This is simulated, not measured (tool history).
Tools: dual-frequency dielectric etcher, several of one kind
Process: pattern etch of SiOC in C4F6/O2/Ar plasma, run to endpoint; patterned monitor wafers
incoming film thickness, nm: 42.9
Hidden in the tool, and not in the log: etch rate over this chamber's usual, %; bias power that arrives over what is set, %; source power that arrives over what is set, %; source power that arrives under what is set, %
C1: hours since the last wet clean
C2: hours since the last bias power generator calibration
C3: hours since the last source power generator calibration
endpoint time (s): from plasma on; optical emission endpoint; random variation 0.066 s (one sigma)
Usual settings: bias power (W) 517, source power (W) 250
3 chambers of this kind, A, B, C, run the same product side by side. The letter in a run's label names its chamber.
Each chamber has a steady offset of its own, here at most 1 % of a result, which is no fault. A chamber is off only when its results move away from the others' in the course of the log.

{"run": "1C", "hour": 3.4, "bias power (W)": 517, "source power (W)": 250, "C1": 160.0, "C2": 4185.3, "C3": 4684.4, "endpoint time (s)": 16.989}
{"run": "2A", "hour": 5.8, "bias power (W)": 517, "source power (W)": 250, "C1": 387.8, "C2": 933.0, "C3": 2564.0, "endpoint time (s)": 17.05}
{"run": "3B", "hour": 9.7, "bias power (W)": 517, "source power (W)": 250, "C1": 218.1, "C2": 4680.2, "C3": 3257.4, "endpoint time (s)": 17.008}
{"run": "4B", "hour": 13.3, "bias power (W)": 517, "source power (W)": 250, "C1": 221.7, "C2": 4683.8, "C3": 3261.0, "endpoint time (s)": 17.038}
{"run": "5C", "hour": 17.4, "bias power (W)": 517, "source power (W)": 250, "C1": 174.0, "C2": 4199.3, "C3": 4698.4, "endpoint time (s)": 16.897}
{"run": "6A", "hour": 21.6, "bias power (W)": 517, "source power (W)": 250, "C1": 403.6, "C2": 948.8, "C3": 2579.8, "endpoint time (s)": 17.059}
{"run": "7C", "hour": 24.1, "bias power (W)": 517, "source power (W)": 250, "C1": 180.7, "C2": 4206.0, "C3": 4705.1, "endpoint time (s)": 16.876}
{"run": "8B", "hour": 26.4, "bias power (W)": 517, "source power (W)": 250, "C1": 234.8, "C2": 4696.9, "C3": 3274.1, "endpoint time (s)": 16.981}
{"run": "9A", "hour": 29.8, "bias power (W)": 517, "source power (W)": 250, "C1": 411.8, "C2": 957.0, "C3": 2588.0, "endpoint time (s)": 17.061}
{"run": "10A", "hour": 33.3, "bias power (W)": 476, "source power (W)": 270, "C1": 415.3, "C2": 960.5, "C3": 2591.5, "endpoint time (s)": 17.05}
{"hour": 35.8, "done": "chamber B: bias power generator calibrated"}
{"run": "11C", "hour": 38.0, "bias power (W)": 476, "source power (W)": 270, "C1": 194.6, "C2": 4219.9, "C3": 4719.0, "endpoint time (s)": 17.016}
{"run": "12B", "hour": 43.1, "bias power (W)": 476, "source power (W)": 270, "C1": 251.5, "C2": 7.4, "C3": 3290.8, "endpoint time (s)": 17.092}
{"run": "13C", "hour": 48.0, "bias power (W)": 517, "source power (W)": 250, "C1": 204.6, "C2": 4229.9, "C3": 4729.0, "endpoint time (s)": 16.872}
{"run": "14A", "hour": 51.4, "bias power (W)": 517, "source power (W)": 250, "C1": 433.4, "C2": 978.6, "C3": 2609.6, "endpoint time (s)": 16.994}
{"run": "15B", "hour": 55.5, "bias power (W)": 517, "source power (W)": 250, "C1": 263.9, "C2": 19.8, "C3": 3303.2, "endpoint time (s)": 17.01}
{"run": "16C", "hour": 60.3, "bias power (W)": 517, "source power (W)": 250, "C1": 216.9, "C2": 4242.2, "C3": 4741.3, "endpoint time (s)": 17.041}
{"run": "17B", "hour": 64.1, "bias power (W)": 517, "source power (W)": 200, "C1": 272.5, "C2": 28.4, "C3": 3311.8, "endpoint time (s)": 18.453}
{"run": "18A", "hour": 67.4, "bias power (W)": 517, "source power (W)": 200, "C1": 449.4, "C2": 994.6, "C3": 2625.6, "endpoint time (s)": 18.1}
{"run": "19A", "hour": 70.3, "bias power (W)": 517, "source power (W)": 200, "C1": 452.3, "C2": 997.5, "C3": 2628.5, "endpoint time (s)": 18.078}
{"run": "20C", "hour": 72.7, "bias power (W)": 517, "source power (W)": 250, "C1": 229.3, "C2": 4254.6, "C3": 4753.7, "endpoint time (s)": 16.916}
{"run": "21B", "hour": 77.7, "bias power (W)": 517, "source power (W)": 250, "C1": 286.1, "C2": 42.0, "C3": 3325.4, "endpoint time (s)": 16.965}
{"run": "22B", "hour": 82.7, "bias power (W)": 517, "source power (W)": 250, "C1": 291.1, "C2": 47.0, "C3": 3330.4, "endpoint time (s)": 17.015}
{"run": "23A", "hour": 85.3, "bias power (W)": 517, "source power (W)": 250, "C1": 467.3, "C2": 1012.5, "C3": 2643.5, "endpoint time (s)": 16.607}
{"run": "24C", "hour": 88.3, "bias power (W)": 517, "source power (W)": 250, "C1": 244.9, "C2": 4270.2, "C3": 4769.3, "endpoint time (s)": 16.912}
{"run": "25A", "hour": 91.5, "bias power (W)": 517, "source power (W)": 250, "C1": 473.5, "C2": 1018.7, "C3": 2649.7, "endpoint time (s)": 16.602}
{"run": "26C", "hour": 96.1, "bias power (W)": 517, "source power (W)": 250, "C1": 252.7, "C2": 4278.0, "C3": 4777.1, "endpoint time (s)": 17.021}
{"run": "27B", "hour": 100.0, "bias power (W)": 517, "source power (W)": 250, "C1": 308.4, "C2": 64.3, "C3": 3347.7, "endpoint time (s)": 17.042}
{"run": "28C", "hour": 102.3, "bias power (W)": 517, "source power (W)": 250, "C1": 258.9, "C2": 4284.2, "C3": 4783.3, "endpoint time (s)": 16.957}

Is one chamber off against the others, does the gauge drift, or is nothing wrong? If a chamber is off, say which, and what the likeliest cause is.

Chamber A drifts away from the others.
Cause: etch rate over this chamber's usual, % = 4.17.

Here are 4 candidates for chamber A's next run, each the usual settings with a change, their results left as question marks. Which one brings its results back in line with what the others give on the usual settings?
In line means no further than this from the other chambers' mean on the usual settings: endpoint time (s) 0.230
{"run": "29A-1", "hour": 106.0, "bias power (W)": 517, "source power (W)": 260, "endpoint time (s)": "?"}
{"run": "29A-2", "hour": 106.0, "bias power (W)": 565, "source power (W)": 250, "endpoint time (s)": "?"}
{"run": "29A-3", "hour": 106.0, "bias power (W)": 517, "source power (W)": 240, "endpoint time (s)": "?"}
{"run": "29A-4", "hour": 106.0, "bias power (W)": 469, "source power (W)": 250, "endpoint time (s)": "?"}

The other chambers' mean on the usual settings: endpoint time (s) 16.946
run=29A-1 endpoint_time_(s)=16.137
run=29A-2 endpoint_time_(s)=15.812
run=29A-3 endpoint_time_(s)=16.610
run=29A-4 endpoint_time_(s)=16.993
29A-4 brings the chamber back in line.
